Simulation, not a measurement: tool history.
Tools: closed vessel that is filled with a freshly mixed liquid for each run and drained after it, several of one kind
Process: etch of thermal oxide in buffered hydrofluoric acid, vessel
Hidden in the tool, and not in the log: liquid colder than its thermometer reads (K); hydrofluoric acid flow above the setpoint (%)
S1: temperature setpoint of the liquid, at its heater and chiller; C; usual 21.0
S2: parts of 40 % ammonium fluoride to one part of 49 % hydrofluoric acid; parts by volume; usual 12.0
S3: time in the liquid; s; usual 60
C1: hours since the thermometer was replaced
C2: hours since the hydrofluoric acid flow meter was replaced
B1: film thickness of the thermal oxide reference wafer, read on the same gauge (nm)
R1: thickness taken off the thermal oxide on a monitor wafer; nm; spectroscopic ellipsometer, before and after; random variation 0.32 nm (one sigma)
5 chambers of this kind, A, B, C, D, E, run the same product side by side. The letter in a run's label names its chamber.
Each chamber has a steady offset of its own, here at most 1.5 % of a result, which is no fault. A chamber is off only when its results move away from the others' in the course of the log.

run	day	S1	S2	S3	C1	C2	B1	R1
1C	0.362	21.0	12.0	60	2876.6	787.3	149.99	48.024
2B	0.775	21.0	12.0	60	1392.1	467.1	150.02	46.847
3A	1.017	21.0	12.0	60	2790.2	1039.8	150.02	48.214
4E	1.212	21.0	12.0	60	641.7	1026.1	150.00	48.209
# day 1.283: chamber C: thermometer replaced
5D	1.417	21.0	12.0	60	252.9	1047.0	150.02	47.354
6E	1.692	21.0	12.0	60	653.2	1037.6	149.98	47.846
7B	2.129	21.0	12.0	60	1424.6	499.6	150.00	46.911
8C	2.492	21.0	12.0	60	29.0	838.4	149.99	47.432
# day 2.738: chamber A: thermometer replaced
9A	2.838	21.0	12.0	60	2.4	1083.5	150.01	47.980
10D	3.142	21.0	12.0	60	294.3	1088.4	149.98	48.140
11C	3.429	21.0	12.0	60	51.5	860.9	150.01	48.009
12D	3.858	21.0	12.0	60	311.5	1105.6	150.01	48.009
13B	4.279	21.0	12.0	60	1476.2	551.2	150.01	47.073
14E	4.688	21.0	12.0	60	725.1	1109.5	149.99	47.895
15A	5.038	25.5	15.0	60	55.2	1136.3	150.01	48.934
16A	5.325	25.5	15.0	60	62.1	1143.2	150.00	48.709
17D	5.658	25.5	15.0	60	354.7	1148.8	150.00	48.699
18B	6.012	25.5	15.0	60	1517.8	592.8	149.97	47.822
19C	6.412	25.5	15.0	60	123.1	932.5	149.99	49.192
20E	6.812	21.0	12.0	60	776.1	1160.5	149.99	47.446
21E	7.079	21.0	12.0	60	782.5	1166.9	150.00	47.184
22C	7.496	21.0	12.0	60	149.1	958.5	150.01	47.542
23A	7.862	21.0	12.0	60	123.0	1204.1	150.00	47.229
24D	8.121	21.0	12.0	60	413.8	1207.9	149.99	47.302
25B	8.346	21.0	12.0	60	1573.8	648.8	150.00	47.135
26A	8.612	21.0	12.0	60	141.0	1222.1	150.01	48.242
27E	9.004	21.0	12.0	60	828.7	1213.1	150.00	46.656
28C	9.288	21.0	12.0	60	192.1	1001.5	149.99	47.522
29B	9.629	21.0	12.0	60	1604.6	679.6	149.99	46.916
30D	9.971	21.0	12.0	60	458.2	1252.3	150.00	48.263
31C	10.342	21.0	12.0	60	217.4	1026.8	150.02	47.410
32D	10.779	23.5	12.0	60	477.6	1271.7	150.01	54.684
33E	11.100	23.5	12.0	60	879.0	1263.4	149.99	52.373
34A	11.467	23.5	12.0	60	209.5	1290.6	150.00	55.082
35B	11.662	23.5	12.0	60	1653.4	728.4	149.99	53.487
36C	11.904	23.5	12.0	60	254.9	1064.3	150.01	54.519
37B	12.167	21.0	12.0	60	1665.5	740.5	150.00	46.514
38D	12.588	21.0	15.5	40	521.0	1315.1	150.01	24.516
39A	12.883	21.0	15.5	40	243.5	1324.6	149.99	24.744
40E	13.238	21.0	15.5	40	930.3	1314.7	149.99	22.695
41B	13.442	21.0	15.5	40	1696.1	771.1	149.99	24.267
42D	13.771	21.0	15.5	40	549.4	1343.5	150.02	24.402
43C	13.975	21.0	12.0	60	304.6	1114.0	149.99	47.783
44A	14.208	21.0	12.0	60	275.3	1356.4	150.01	47.797

Next, every chamber runs the same settings. What will each give?
45A	14.525	23.5	12.0	60				?
45B	14.525	23.5	12.0	60				?
45C	14.525	23.5	12.0	60				?
45D	14.525	23.5	12.0	60				?
45E	14.525	23.5	12.0	60				?

run	R1
45A	55.494
45B	53.396
45C	54.050
45D	54.192
45E	50.240
